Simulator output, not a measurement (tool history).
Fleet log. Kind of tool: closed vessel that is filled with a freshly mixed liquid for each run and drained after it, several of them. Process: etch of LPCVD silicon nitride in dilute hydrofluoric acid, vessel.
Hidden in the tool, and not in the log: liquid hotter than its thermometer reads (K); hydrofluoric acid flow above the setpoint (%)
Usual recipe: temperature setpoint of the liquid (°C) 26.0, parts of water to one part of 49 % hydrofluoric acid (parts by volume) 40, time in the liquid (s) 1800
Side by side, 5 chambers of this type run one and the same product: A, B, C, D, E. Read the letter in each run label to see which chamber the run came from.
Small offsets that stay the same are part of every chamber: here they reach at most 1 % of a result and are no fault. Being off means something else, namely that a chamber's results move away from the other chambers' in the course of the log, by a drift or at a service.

| run | hour | temperature setpoint of the liquid (°C) | parts of water to one part of 49 % hydrofluoric acid (parts by volume) | time in the liquid (s) | hours since the thermometer was replaced | hours since the hydrofluoric acid flow meter was replaced | read-back film thickness of the LPCVD silicon nitride reference wafer, read on the same gauge (nm) | thickness taken off the LPCVD silicon nitride on a monitor wafer (angstrom) |
|---|---|---|---|---|---|---|---|---|
| 1D | 6.9 | 26.0 | 40 | 1800 | 1247.5 | 740.4 | 130.01 | 222.470 |
| 2B | 19.7 | 26.0 | 40 | 1800 | 869.5 | 570.8 | 130.03 | 230.030 |
| 3A | 30.6 | 26.0 | 40 | 1800 | 808.3 | 254.1 | 130.01 | 220.780 |
| 4E | 38.5 | 26.0 | 40 | 1800 | 1482.7 | 126.4 | 129.99 | 223.050 |
| 5C | 51.7 | 29.5 | 40 | 1800 | 745.7 | 404.2 | 130.02 | 276.480 |
| 6D | 61.4 | 29.5 | 40 | 1800 | 1302.0 | 794.9 | 129.98 | 281.440 |
| 7A | 67.2 | 29.5 | 40 | 1800 | 844.9 | 290.7 | 130.00 | 283.540 |
| 8C | 77.1 | 29.5 | 40 | 1800 | 771.1 | 429.6 | 130.02 | 278.650 |
| 9E | 89.0 | 29.5 | 40 | 1800 | 1533.2 | 176.9 | 129.99 | 282.150 |
| 10B | 98.2 | 26.0 | 40 | 1800 | 948.0 | 649.3 | 129.98 | 227.420 |
| 11E | 105.2 | 26.0 | 40 | 1800 | 1549.4 | 193.1 | 130.03 | 229.460 |
|  | 108.2 | chamber D: hydrofluoric acid flow meter replaced |
| 12C | 114.3 | 26.0 | 40 | 1800 | 808.3 | 466.8 | 129.99 | 225.620 |
|  | 126.5 | chamber B: hydrofluoric acid flow meter replaced |
| 13B | 127.1 | 26.0 | 40 | 1800 | 976.9 | 0.6 | 130.00 | 227.510 |
| 14A | 136.2 | 26.0 | 40 | 1800 | 913.9 | 359.7 | 130.01 | 224.250 |
| 15D | 147.1 | 26.0 | 30 | 1345 | 1387.7 | 39.0 | 130.00 | 217.550 |
| 16E | 155.1 | 26.0 | 30 | 1345 | 1599.3 | 243.0 | 130.00 | 221.770 |
| 17D | 161.7 | 26.0 | 30 | 1345 | 1402.3 | 53.6 | 130.01 | 223.960 |
| 18B | 172.8 | 26.0 | 30 | 1345 | 1022.6 | 46.3 | 130.04 | 221.710 |
| 19A | 180.1 | 26.0 | 30 | 1345 | 957.8 | 403.6 | 129.99 | 220.160 |
| 20C | 187.5 | 26.0 | 40 | 1800 | 881.5 | 540.0 | 129.99 | 223.840 |
| 21C | 196.0 | 26.0 | 40 | 1800 | 890.0 | 548.5 | 129.98 | 222.980 |
| 22E | 208.9 | 26.0 | 40 | 1800 | 1653.1 | 296.8 | 130.00 | 225.280 |
| 23D | 216.6 | 26.0 | 40 | 1800 | 1457.2 | 108.5 | 130.03 | 218.740 |
|  | 222.9 | chamber A: hydrofluoric acid flow meter replaced |
| 24B | 226.2 | 26.0 | 40 | 1800 | 1076.0 | 99.7 | 130.01 | 224.510 |
| 25A | 235.3 | 26.0 | 40 | 1800 | 1013.0 | 12.5 | 129.99 | 226.330 |
| 26D | 245.7 | 26.0 | 40 | 1800 | 1486.3 | 137.6 | 130.01 | 223.370 |
| 27B | 253.6 | 26.0 | 40 | 1800 | 1103.4 | 127.1 | 129.99 | 227.280 |
| 28A | 266.1 | 28.0 | 40 | 1800 | 1043.8 | 43.3 | 129.97 | 254.320 |
| 29E | 277.5 | 28.0 | 40 | 1800 | 1721.7 | 365.4 | 130.02 | 252.170 |
| 30C | 287.4 | 28.0 | 40 | 1800 | 981.4 | 639.9 | 130.00 | 251.280 |
|  | 295.1 | chamber C: hydrofluoric acid flow meter replaced |
| 31E | 297.7 | 28.0 | 40 | 1800 | 1741.9 | 385.6 | 129.98 | 258.280 |
| 32A | 310.6 | 28.0 | 40 | 1800 | 1088.3 | 87.8 | 130.04 | 257.010 |
| 33C | 317.1 | 26.0 | 40 | 1800 | 1011.1 | 22.0 | 129.98 | 225.090 |
| 34D | 323.3 | 26.0 | 40 | 1800 | 1563.9 | 215.2 | 130.02 | 221.390 |
| 35B | 335.5 | 26.0 | 40 | 1800 | 1185.3 | 209.0 | 130.03 | 226.160 |
| 36D | 348.1 | 26.0 | 40 | 1800 | 1588.7 | 240.0 | 129.99 | 221.350 |
|  | 354.2 | chamber E: hydrofluoric acid flow meter replaced |
| 37C | 358.1 | 26.0 | 40 | 1800 | 1052.1 | 63.0 | 129.96 | 219.380 |
| 38B | 364.7 | 23.5 | 40 | 855 | 1214.5 | 238.2 | 129.99 | 89.425 |
| 39A | 377.2 | 23.5 | 40 | 855 | 1154.9 | 154.4 | 129.98 | 90.797 |
| 40E | 386.2 | 23.5 | 40 | 855 | 1830.4 | 32.0 | 130.01 | 91.367 |

Predict what each chamber gives when all 5 of them run the settings below next.
| 41A | 395.7 | 26.0 | 40 | 2730 |  |  |  | ? |
| 41B | 395.7 | 26.0 | 40 | 2730 |  |  |  | ? |
| 41C | 395.7 | 26.0 | 40 | 2730 |  |  |  | ? |
| 41D | 395.7 | 26.0 | 40 | 2730 |  |  |  | ? |
| 41E | 395.7 | 26.0 | 40 | 2730 |  |  |  | ? |

| run | thickness taken off the LPCVD silicon nitride on a monitor wafer (angstrom) |
|---|---|
| 41A | 342.310 |
| 41B | 341.040 |
| 41C | 340.020 |
| 41D | 339.560 |
| 41E | 339.020 |
